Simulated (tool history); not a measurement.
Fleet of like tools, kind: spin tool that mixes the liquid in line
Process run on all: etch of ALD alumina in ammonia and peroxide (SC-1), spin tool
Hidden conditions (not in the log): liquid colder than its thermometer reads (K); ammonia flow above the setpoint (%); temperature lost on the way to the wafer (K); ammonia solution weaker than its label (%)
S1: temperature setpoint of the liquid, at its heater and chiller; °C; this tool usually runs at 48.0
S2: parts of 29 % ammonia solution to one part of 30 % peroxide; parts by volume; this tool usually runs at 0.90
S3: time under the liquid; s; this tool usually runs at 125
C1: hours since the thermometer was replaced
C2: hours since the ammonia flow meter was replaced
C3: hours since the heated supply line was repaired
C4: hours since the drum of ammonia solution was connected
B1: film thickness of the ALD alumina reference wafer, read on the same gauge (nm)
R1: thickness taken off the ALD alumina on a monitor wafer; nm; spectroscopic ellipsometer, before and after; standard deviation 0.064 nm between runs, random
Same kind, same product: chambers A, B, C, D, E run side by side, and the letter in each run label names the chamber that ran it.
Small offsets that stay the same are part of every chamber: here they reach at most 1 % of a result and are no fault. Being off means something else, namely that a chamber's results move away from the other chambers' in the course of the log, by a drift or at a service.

run,hour,S1,S2,S3,C1,C2,C3,C4,B1,R1
1C,10.0,48.0,0.90,125,85.2,485.1,2602.2,894.8,80.000,7.5455
2B,20.2,48.0,0.90,125,381.4,1130.1,555.1,111.7,80.002,7.7239
3D,28.3,48.0,0.90,125,2331.3,43.8,1167.8,390.9,80.014,7.7242
4E,40.3,48.0,0.90,125,898.9,551.5,1770.5,194.9,80.003,7.5558
5A,51.1,48.0,0.90,125,1739.7,794.7,1037.5,260.1,79.983,7.5203
# hour 53.3: chamber E: thermometer replaced
# hour 61.2: chamber E: new drum of ammonia solution connected
# hour 62.2: chamber C: new drum of ammonia solution connected
# hour 63.8: chamber D: new drum of ammonia solution connected
6A,64.7,48.0,0.90,125,1753.3,808.3,1051.1,273.7,80.008,7.5711
7B,72.8,48.0,0.90,125,434.0,1182.7,607.7,164.3,80.013,7.4878
8D,83.2,48.0,0.90,125,2386.2,98.7,1222.7,19.4,80.014,7.5382
9C,90.6,48.0,0.90,125,165.8,565.7,2682.8,28.5,80.039,7.6920
10E,103.6,48.0,0.90,125,50.3,614.8,1833.8,42.5,79.980,7.4838
11C,110.3,48.0,0.90,125,185.5,585.4,2702.5,48.2,79.989,7.4719
12B,118.0,48.0,0.90,125,479.2,1227.9,652.9,209.5,79.987,7.5708
13E,124.4,55.5,1.20,125,71.1,635.6,1854.6,63.3,80.011,11.4020
14A,134.9,55.5,1.20,125,1823.5,878.5,1121.3,343.9,80.023,11.7570
15D,147.3,55.5,1.20,125,2450.3,162.8,1286.8,83.5,80.018,11.7450
16E,155.4,55.5,1.20,125,102.1,666.6,1885.6,94.3,80.012,11.3100
17A,161.5,55.5,1.20,125,1850.1,905.1,1147.9,370.5,80.004,11.6990
18D,170.0,48.0,0.90,125,2473.0,185.5,1309.5,106.2,79.986,7.5957
19C,178.9,48.0,0.90,125,254.1,654.0,2771.1,116.8,79.979,7.5131
20B,186.4,48.0,0.90,125,547.6,1296.3,721.3,277.9,79.973,7.6083
21D,199.5,42.5,0.90,60,2502.5,215.0,1339.0,135.7,79.987,2.6553
# hour 204.1: chamber E: ammonia flow meter replaced
22C,207.2,42.5,0.90,60,282.4,682.3,2799.4,145.1,80.010,2.5993
23B,219.3,42.5,0.90,60,580.5,1329.2,754.2,310.8,80.007,2.6642
24E,227.0,42.5,0.90,60,173.7,23.0,1957.2,165.9,80.008,2.5194
25A,237.8,42.5,0.90,60,1926.4,981.4,1224.2,446.8,80.023,2.6629
26C,244.1,48.0,0.90,125,319.3,719.2,2836.3,182.0,80.007,7.5248
27E,252.8,48.0,0.90,125,199.5,48.8,1983.0,191.7,79.988,7.2247
28A,260.4,48.0,0.90,125,1949.0,1004.0,1246.8,469.4,80.019,7.5217
29D,273.5,48.0,0.90,125,2576.5,289.0,1413.0,209.7,80.016,7.6018
30B,279.7,48.0,0.90,125,640.9,1389.6,814.6,371.2,80.031,7.5566
31D,290.2,48.0,0.90,125,2593.2,305.7,1429.7,226.4,80.025,7.6052
# hour 290.6: chamber D: thermometer replaced
32E,296.7,43.0,0.55,125,243.4,92.7,2026.9,235.6,80.019,5.1258
# hour 297.0: chamber E: new drum of ammonia solution connected
# hour 297.6: chamber A: thermometer replaced
33C,307.3,43.0,0.55,125,382.5,782.4,2899.5,245.2,80.005,5.3227
34A,318.7,43.0,0.55,125,21.1,1062.3,1305.1,527.7,79.992,5.4745
35B,325.2,43.0,0.55,125,686.4,1435.1,860.1,416.7,80.015,5.5294
36C,337.7,43.0,0.55,125,412.9,812.8,2929.9,275.6,79.978,5.4372
37D,349.5,48.0,0.90,125,58.9,365.0,1489.0,285.7,79.989,7.6703
38B,355.7,48.0,0.90,125,716.9,1465.6,890.6,447.2,79.992,7.6971
# hour 360.4: chamber A: ammonia flow meter replaced
39A,362.8,48.0,0.90,125,65.2,2.5,1349.2,571.8,80.018,7.5080
# hour 373.4: chamber B: heated supply line repaired
40E,373.5,48.0,0.90,125,320.2,169.5,2103.7,76.5,80.009,6.9607
41B,383.3,48.0,0.90,125,744.5,1493.2,9.9,474.8,79.976,7.6823
42A,394.3,48.0,0.90,125,96.7,34.0,1380.7,603.3,79.997,7.6244

The same settings go to every chamber for the next run, one line per chamber below. Forecast the results for each:
43A,404.1,48.0,0.90,125,,,,,,?
43B,404.1,48.0,0.90,125,,,,,,?
43C,404.1,48.0,0.90,125,,,,,,?
43D,404.1,48.0,0.90,125,,,,,,?
43E,404.1,48.0,0.90,125,,,,,,?

run,R1
43A,7.6483
43B,7.6232
43C,7.6082
43D,7.5609
43E,6.9233
